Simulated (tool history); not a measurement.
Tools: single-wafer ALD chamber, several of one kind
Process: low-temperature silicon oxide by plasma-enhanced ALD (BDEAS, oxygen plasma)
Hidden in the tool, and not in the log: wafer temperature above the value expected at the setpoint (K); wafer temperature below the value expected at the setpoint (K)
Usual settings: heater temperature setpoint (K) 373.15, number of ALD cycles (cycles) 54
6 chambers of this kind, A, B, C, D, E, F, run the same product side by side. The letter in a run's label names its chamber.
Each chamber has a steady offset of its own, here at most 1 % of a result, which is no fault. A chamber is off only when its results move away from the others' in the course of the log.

| run | day | heater temperature setpoint (K) | number of ALD cycles (cycles) | hours since the last thermocouple change | read-back reference wafer on the same gauge, thickness_nm | mean film thickness on the monitor wafer (nm) |
|---|---|---|---|---|---|---|
| 1F | 0.238 | 373.15 | 54 | 103.1 | 9.0780 | 7.6823 |
| 2C | 0.392 | 373.15 | 54 | 603.0 | 9.0853 | 7.6940 |
| 3A | 0.554 | 373.15 | 54 | 945.4 | 9.0820 | 7.7484 |
| 4B | 0.683 | 373.15 | 54 | 2257.4 | 9.0804 | 7.7417 |
| 5E | 0.825 | 373.15 | 54 | 626.8 | 9.0784 | 7.7077 |
| 6D | 1.079 | 373.15 | 54 | 441.5 | 9.0824 | 7.7276 |
| 7A | 1.296 | 373.15 | 54 | 963.2 | 9.0843 | 7.7621 |
| 8D | 1.442 | 373.15 | 54 | 450.2 | 9.0771 | 7.7307 |
| 9B | 1.588 | 373.15 | 54 | 2279.1 | 9.0747 | 7.7098 |
| 10E | 1.767 | 373.15 | 54 | 649.4 | 9.0791 | 7.6706 |
| 11F | 1.929 | 373.15 | 54 | 143.7 | 9.0726 | 7.7007 |
| 12C | 2.208 | 373.15 | 54 | 646.6 | 9.0795 | 7.7538 |
|  | 2.412 | chamber A: thermocouple changed; heater temperature recalibrated |
| 13E | 2.458 | 373.15 | 54 | 666.0 | 9.0877 | 7.6756 |
| 14C | 2.683 | 368.15 | 64 | 658.0 | 9.0792 | 9.3243 |
| 15D | 2.979 | 368.15 | 64 | 487.1 | 9.0810 | 9.3606 |
| 16B | 3.154 | 368.15 | 64 | 2316.7 | 9.0751 | 9.3710 |
| 17A | 3.288 | 368.15 | 64 | 21.0 | 9.0745 | 9.3768 |
| 18F | 3.429 | 368.15 | 64 | 179.7 | 9.0797 | 9.3464 |
| 19A | 3.654 | 368.15 | 64 | 29.8 | 9.0807 | 9.3306 |
| 20F | 3.842 | 373.15 | 54 | 189.6 | 9.0810 | 7.7215 |
| 21D | 4.104 | 373.15 | 54 | 514.1 | 9.0822 | 7.7201 |
| 22E | 4.375 | 373.15 | 54 | 712.0 | 9.0825 | 7.7217 |
| 23C | 4.633 | 373.15 | 54 | 704.8 | 9.0832 | 7.7313 |
| 24B | 4.904 | 373.15 | 54 | 2358.7 | 9.0831 | 7.7237 |
| 25E | 5.079 | 373.15 | 54 | 728.9 | 9.0822 | 7.6708 |
| 26C | 5.317 | 373.15 | 54 | 721.2 | 9.0778 | 7.7296 |
| 27B | 5.462 | 373.15 | 54 | 2372.1 | 9.0901 | 7.7352 |
| 28A | 5.738 | 373.15 | 54 | 79.8 | 9.0758 | 7.7665 |
| 29F | 5.971 | 373.15 | 54 | 240.7 | 9.0808 | 7.6804 |
| 30D | 6.104 | 373.15 | 54 | 562.1 | 9.0797 | 7.7481 |
| 31B | 6.388 | 373.15 | 54 | 2394.3 | 9.0818 | 7.7906 |
| 32D | 6.662 | 385.15 | 54 | 575.5 | 9.0816 | 7.5374 |
| 33F | 6.954 | 385.15 | 54 | 264.3 | 9.0810 | 7.5409 |
| 34C | 7.150 | 385.15 | 54 | 765.2 | 9.0783 | 7.5784 |
| 35A | 7.321 | 385.15 | 54 | 117.8 | 9.0762 | 7.5827 |
| 36E | 7.508 | 385.15 | 54 | 787.2 | 9.0841 | 7.5223 |
| 37A | 7.642 | 385.15 | 54 | 125.5 | 9.0795 | 7.5809 |
| 38D | 7.871 | 373.15 | 54 | 604.5 | 9.0851 | 7.7655 |

All 6 chambers run these settings next. Forecast each chamber's results:
| 39A | 8.083 | 380.15 | 54 |  |  | ? |
| 39B | 8.083 | 380.15 | 54 |  |  | ? |
| 39C | 8.083 | 380.15 | 54 |  |  | ? |
| 39D | 8.083 | 380.15 | 54 |  |  | ? |
| 39E | 8.083 | 380.15 | 54 |  |  | ? |
| 39F | 8.083 | 380.15 | 54 |  |  | ? |

| run | mean film thickness on the monitor wafer (nm) |
|---|---|
| 39A | 7.6622 |
| 39B | 7.6457 |
| 39C | 7.6331 |
| 39D | 7.5975 |
| 39E | 7.6433 |
| 39F | 7.5947 |
